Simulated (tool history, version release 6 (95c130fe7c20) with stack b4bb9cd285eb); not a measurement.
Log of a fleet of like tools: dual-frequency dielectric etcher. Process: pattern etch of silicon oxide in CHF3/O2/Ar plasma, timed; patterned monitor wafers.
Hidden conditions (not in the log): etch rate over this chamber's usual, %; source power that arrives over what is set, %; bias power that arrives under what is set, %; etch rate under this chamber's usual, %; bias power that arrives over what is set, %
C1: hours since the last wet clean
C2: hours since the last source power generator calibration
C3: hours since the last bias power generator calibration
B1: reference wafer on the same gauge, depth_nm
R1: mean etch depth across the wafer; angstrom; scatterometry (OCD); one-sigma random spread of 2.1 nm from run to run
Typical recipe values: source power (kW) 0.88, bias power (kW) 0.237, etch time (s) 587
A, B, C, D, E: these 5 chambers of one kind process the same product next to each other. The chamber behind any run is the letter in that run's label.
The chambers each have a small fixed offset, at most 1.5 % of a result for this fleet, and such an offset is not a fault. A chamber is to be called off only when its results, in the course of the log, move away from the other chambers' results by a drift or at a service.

Run 1E, hour 7.7: usual settings; C1 597.7; C2 1187.6; C3 218.8; B1 1759.9. Result: R1 14586 angstrom.
At hour 17.5: chamber E: wet clean of the chamber.
Run 2D, hour 17.9: usual settings; C1 290.4; C2 1815.2; C3 189.5; B1 1760.4. Result: R1 14626 angstrom.
Run 3C, hour 27.9: usual settings; C1 302.8; C2 3334.1; C3 1170.4; B1 1760.7. Result: R1 14791 angstrom.
Run 4A, hour 34.4: usual settings; C1 62.3; C2 143.9; C3 3072; B1 1761.3. Result: R1 14770 angstrom.
Run 5B, hour 44.1: usual settings; C1 274.8; C2 2542.5; C3 848.8; B1 1761.9. Result: R1 14607 angstrom.
Run 6D, hour 51.9: usual settings; C1 324.4; C2 1849.2; C3 223.5; B1 1761.4. Result: R1 14631 angstrom.
Run 7C, hour 59.5: usual settings but source power (kW) 1.04; C1 334.4; C2 3365.7; C3 1202; B1 1762.2. Result: R1 15794 angstrom.
Run 8A, hour 66.5: usual settings but source power (kW) 1.04; C1 94.4; C2 176; C3 3104.1; B1 1762.4. Result: R1 15701 angstrom.
Run 9B, hour 72.7: usual settings but source power (kW) 1.04; C1 303.4; C2 2571.1; C3 877.4; B1 1763. Result: R1 15583 angstrom.
At hour 72.8: chamber C: wet clean of the chamber.
Run 10E, hour 81.1: usual settings but source power (kW) 1.04; C1 63.7; C2 1261; C3 292.2; B1 1763.1. Result: R1 15508 angstrom.
Run 11E, hour 91.2: usual settings but source power (kW) 1.04; C1 73.8; C2 1271.1; C3 302.3; B1 1762.7. Result: R1 15550 angstrom.
Run 12C, hour 98: usual settings; C1 25.3; C2 3404.2; C3 1240.5; B1 1763.2. Result: R1 14833 angstrom.
Run 13A, hour 106: usual settings; C1 133.9; C2 215.5; C3 3143.6; B1 1764.2. Result: R1 14750 angstrom.
Run 14B, hour 112: usual settings but source power (kW) 0.67, bias power (kW) 0.195; C1 342.7; C2 2610.4; C3 916.7; B1 1763.7. Result: R1 12356 angstrom.
Run 15D, hour 120.8: usual settings but source power (kW) 0.67, bias power (kW) 0.195; C1 393.3; C2 1918.1; C3 292.4; B1 1764.3. Result: R1 12377 angstrom.
Run 16E, hour 125.7: usual settings but source power (kW) 0.67, bias power (kW) 0.195; C1 108.3; C2 1305.6; C3 336.8; B1 1763.8. Result: R1 12281 angstrom.
Run 17B, hour 133.7: usual settings but source power (kW) 0.67, bias power (kW) 0.195; C1 364.4; C2 2632.1; C3 938.4; B1 1764.3. Result: R1 12343 angstrom.
Run 18C, hour 142.5: usual settings but source power (kW) 0.67, bias power (kW) 0.195; C1 69.8; C2 3448.7; C3 1285; B1 1765. Result: R1 12555 angstrom.
Run 19A, hour 149.8: usual settings; C1 177.7; C2 259.3; C3 3187.4; B1 1765.3. Result: R1 14767 angstrom.
Run 20D, hour 155.2: usual settings but source power (kW) 0.75, etch time (s) 451.5; C1 427.7; C2 1952.5; C3 326.8; B1 1765.5. Result: R1 10590 angstrom.
Run 21A, hour 159.6: usual settings but source power (kW) 0.75, etch time (s) 451.5; C1 187.5; C2 269.1; C3 3197.2; B1 1765.7. Result: R1 10713 angstrom.
Run 22D, hour 169.6: usual settings but source power (kW) 0.75, etch time (s) 451.5; C1 442.1; C2 1966.9; C3 341.2; B1 1766.2. Result: R1 10596 angstrom.
Run 23E, hour 174.9: usual settings but source power (kW) 0.75, etch time (s) 451.5; C1 157.5; C2 1354.8; C3 386; B1 1766.1. Result: R1 10548 angstrom.
Run 24C, hour 183.2: usual settings but source power (kW) 0.75, etch time (s) 451.5; C1 110.5; C2 3489.4; C3 1325.7; B1 1765.8. Result: R1 10784 angstrom.
Run 25B, hour 191.2: usual settings but etch time (s) 759.5; C1 421.9; C2 2689.6; C3 995.9; B1 1766.2. Result: R1 18919 angstrom.
Run 26A, hour 199.9: usual settings but etch time (s) 759.5; C1 227.8; C2 309.4; C3 3237.5; B1 1766.8. Result: R1 19150 angstrom.
Run 27E, hour 208.5: usual settings but etch time (s) 759.5; C1 191.1; C2 1388.4; C3 419.6; B1 1767.1. Result: R1 18907 angstrom.
Run 28D, hour 217.5: usual settings but etch time (s) 759.5; C1 490; C2 2014.8; C3 389.1; B1 1767.2. Result: R1 18978 angstrom.
Run 29B, hour 227.3: usual settings but etch time (s) 759.5; C1 458; C2 2725.7; C3 1032; B1 1767.9. Result: R1 18959 angstrom.
Run 30C, hour 233.1: usual settings; C1 160.4; C2 3539.3; C3 1375.6; B1 1767.8. Result: R1 14853 angstrom.
At hour 235.3: chamber D: wet clean of the chamber.
Run 31E, hour 238.6: usual settings; C1 221.2; C2 1418.5; C3 449.7; B1 1767.9. Result: R1 14628 angstrom.
At hour 241.9: chamber B: wet clean of the chamber.
Run 32B, hour 248.8: usual settings but source power (kW) 0.74, bias power (kW) 0.259; C1 7; C2 2747.2; C3 1053.5; B1 1769.5. Result: R1 14159 angstrom.
Run 33A, hour 255: usual settings but source power (kW) 0.74, bias power (kW) 0.259; C1 282.9; C2 364.5; C3 3292.6; B1 1768.9. Result: R1 14296 angstrom.
Run 34C, hour 264.6: usual settings but source power (kW) 0.74, bias power (kW) 0.259; C1 191.9; C2 3570.8; C3 1407.1; B1 1769.3. Result: R1 14415 angstrom.
Run 35D, hour 273.6: usual settings but source power (kW) 0.74, bias power (kW) 0.259; C1 38.3; C2 2070.9; C3 445.2; B1 1769.7. Result: R1 14201 angstrom.
Run 36D, hour 278.5: usual settings but source power (kW) 0.74, bias power (kW) 0.259; C1 43.2; C2 2075.8; C3 450.1; B1 1769. Result: R1 14188 angstrom.
Run 37A, hour 284.8: usual settings but bias power (kW) 0.184, etch time (s) 446; C1 312.7; C2 394.3; C3 3322.4; B1 1769.9. Result: R1 10359 angstrom.

Next, every chamber runs the same settings. What will each give?
Run 38A, hour 292.2: usual settings but etch time (s) 459.5. Result: R1 ?.
Run 38B, hour 292.2: usual settings but etch time (s) 459.5. Result: R1 ?.
Run 38C, hour 292.2: usual settings but etch time (s) 459.5. Result: R1 ?.
Run 38D, hour 292.2: usual settings but etch time (s) 459.5. Result: R1 ?.
Run 38E, hour 292.2: usual settings but etch time (s) 459.5. Result: R1 ?.

run     R1
38A  11596
38B  11482
38C  11665
38D  11519
38E  11478
